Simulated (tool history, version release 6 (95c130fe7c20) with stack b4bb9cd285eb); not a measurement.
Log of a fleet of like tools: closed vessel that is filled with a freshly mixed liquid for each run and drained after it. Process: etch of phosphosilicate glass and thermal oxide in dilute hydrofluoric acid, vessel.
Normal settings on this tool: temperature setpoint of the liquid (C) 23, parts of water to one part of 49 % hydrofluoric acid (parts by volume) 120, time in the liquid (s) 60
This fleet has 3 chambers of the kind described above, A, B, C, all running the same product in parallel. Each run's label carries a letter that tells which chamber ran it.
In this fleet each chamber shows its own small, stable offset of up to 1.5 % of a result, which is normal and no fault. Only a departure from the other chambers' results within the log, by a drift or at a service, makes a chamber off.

run   hour  temperature setpoint of the liquid (C)  parts of water to one part of 49 % hydrofluoric acid (parts by volume)  time in the liquid (s)  read-back film thickness of the phosphosilicate glass reference wafer, read on the same gauge (nm)  read-back film thickness of the thermal oxide reference wafer, read on the same gauge (nm)  thickness taken off the phosphosilicate glass on a monitor wafer (nm)  thickness taken off the thermal oxide on a monitor wafer (nm)
 1A    1.9                                      23                                                                     120                      60                                                                                                 130                                                                                      50.018                                                                 85.845                                                         2.2817
 2C      6                                      23                                                                     120                      60                                                                                              130.02                                                                                      50.007                                                                 85.152                                                         2.1957
 3B    9.5                                      23                                                                     120                      60                                                                                              130.01                                                                                      49.987                                                                 86.221                                                         2.1994
 4C   12.4                                      23                                                                     120                      60                                                                                              129.98                                                                                      50.003                                                                 85.048                                                         2.2343
 5B     15                                      23                                                                     120                      60                                                                                              129.99                                                                                      50.014                                                                 85.651                                                         2.2628
 6A     17                                      23                                                                     120                      60                                                                                              129.98                                                                                      49.996                                                                 84.415                                                         2.2193
 7B   20.7                                      23                                                                     120                      60                                                                                              129.97                                                                                      50.007                                                                 86.025                                                         2.2186
 8A     23                                      23                                                                     120                      60                                                                                              130.01                                                                                      49.987                                                                 84.805                                                         2.2282
 9C   25.9                                      23                                                                     120                      60                                                                                              129.99                                                                                      50.006                                                                 84.549                                                         2.2231
10B   28.2                                      23                                                                     165                      60                                                                                              130.01                                                                                      49.992                                                                 59.553                                                         1.5737
11C   31.3                                      23                                                                     165                      60                                                                                              130.01                                                                                      50.008                                                                 59.089                                                         1.5515
12A   34.7                                      23                                                                     165                      60                                                                                              130.01                                                                                      50.002                                                                 58.235                                                         1.5926
13C   37.9                                      23                                                                     120                      60                                                                                              129.98                                                                                      50.013                                                                 85.904                                                         2.2425
      40.3  -- chamber C: thermometer replaced
14A   40.9                                      23                                                                     120                      60                                                                                                 130                                                                                      49.976                                                                 84.992                                                         2.2794
15B     45                                      23                                                                     120                      60                                                                                                 130                                                                                      50.015                                                                  86.21                                                         2.2517
16C   49.1                                      23                                                                     120                      60                                                                                                 130                                                                                      50.012                                                                 85.209                                                         2.2115
17A   52.6                                      23                                                                     120                      60                                                                                              130.02                                                                                      49.989                                                                 85.369                                                         2.2098
18B   56.8                                      23                                                                     120                      60                                                                                                 130                                                                                      49.994                                                                 86.587                                                         2.2082
19A     60                                      21                                                                     120                      60                                                                                              129.99                                                                                      50.018                                                                 77.766                                                          2.044
20C   63.6                                      21                                                                     120                      60                                                                                              130.01                                                                                      50.006                                                                 78.429                                                         2.0601
21B   67.6                                      21                                                                     120                      60                                                                                                 130                                                                                      49.995                                                                 80.264                                                         2.0801
22C   70.5                                      23                                                                     120                      60                                                                                              130.01                                                                                      50.012                                                                 85.003                                                         2.1918
23A     74                                      23                                                                     120                      60                                                                                                 130                                                                                      50.003                                                                 84.896                                                          2.301
24B   78.2                                      23                                                                     120                      60                                                                                              130.02                                                                                      49.993                                                                 86.754                                                         2.2401
25B   80.2                                      23                                                                     120                      60                                                                                              129.99                                                                                      50.038                                                                 86.323                                                         2.2503
26C   83.9                                      23                                                                     120                      60                                                                                                 130                                                                                      50.012                                                                 85.475                                                         2.1892
27A   86.2                                      23                                                                      90                      60                                                                                              129.99                                                                                      49.985                                                                 117.77                                                          3.144
28A   88.1                                      23                                                                      90                      60                                                                                              129.99                                                                                      50.013                                                                 118.92                                                         3.1052
29C   91.7                                      23                                                                      90                      60                                                                                                 130                                                                                      49.995                                                                 115.98                                                         2.9989
30B   94.5                                      23                                                                     120                      60                                                                                              129.99                                                                                      49.996                                                                 86.616                                                         2.2448
31C   97.5                                      23                                                                     120                      60                                                                                              129.99                                                                                      49.974                                                                 84.452                                                         2.2376
32A   99.5                                      23                                                                     120                      60                                                                                              130.01                                                                                      49.981                                                                  86.25                                                         2.1917
33B  102.2                                      23                                                                     120                      60                                                                                              129.99                                                                                          50                                                                 85.693                                                          2.284
34A  105.5                                      23                                                                     120                      60                                                                                              130.01                                                                                       49.98                                                                 85.315                                                         2.1584
35C  109.5                                      23                                                                     120                      60                                                                                              129.99                                                                                      49.985                                                                 84.849                                                         2.1938
36B  113.2                                      23                                                                     120                      60                                                                                              129.98                                                                                      50.005                                                                 85.162                                                         2.2799
37C  116.7                                      23                                                                     120                      60                                                                                              130.01                                                                                      50.035                                                                 84.384                                                          2.251
38B  119.8                                      23                                                                     120                      60                                                                                              130.01                                                                                       50.01                                                                 87.196                                                          2.283
39A  123.4                                      23                                                                     120                      60                                                                                              129.99                                                                                      50.005                                                                  84.55                                                         2.2939
40A  126.7                                      23                                                                     120                      60                                                                                              129.98                                                                                      50.006                                                                 84.715                                                         2.2601
41C  130.8                                      23                                                                     120                      60                                                                                                 130                                                                                      50.003                                                                 84.351                                                         2.2311
42B  134.6                                      23                                                                     120                      60                                                                                              129.99                                                                                       50.01                                                                 86.218                                                         2.1799

Predict what each chamber gives when all 3 of them run the settings below next.
43A  137.6                                      23                                                                     120                      60                                                                                                                                                                                                                                                                      ?                                                              ?
43B  137.6                                      23                                                                     120                      60                                                                                                                                                                                                                                                                      ?                                                              ?
43C  137.6                                      23                                                                     120                      60                                                                                                                                                                                                                                                                      ?                                                              ?

run  thickness taken off the phosphosilicate glass on a monitor wafer (nm)  thickness taken off the thermal oxide on a monitor wafer (nm)
43A                                                                 85.327                                                         2.2094
43B                                                                 85.878                                                         2.2174
43C                                                                 84.466                                                         2.2588
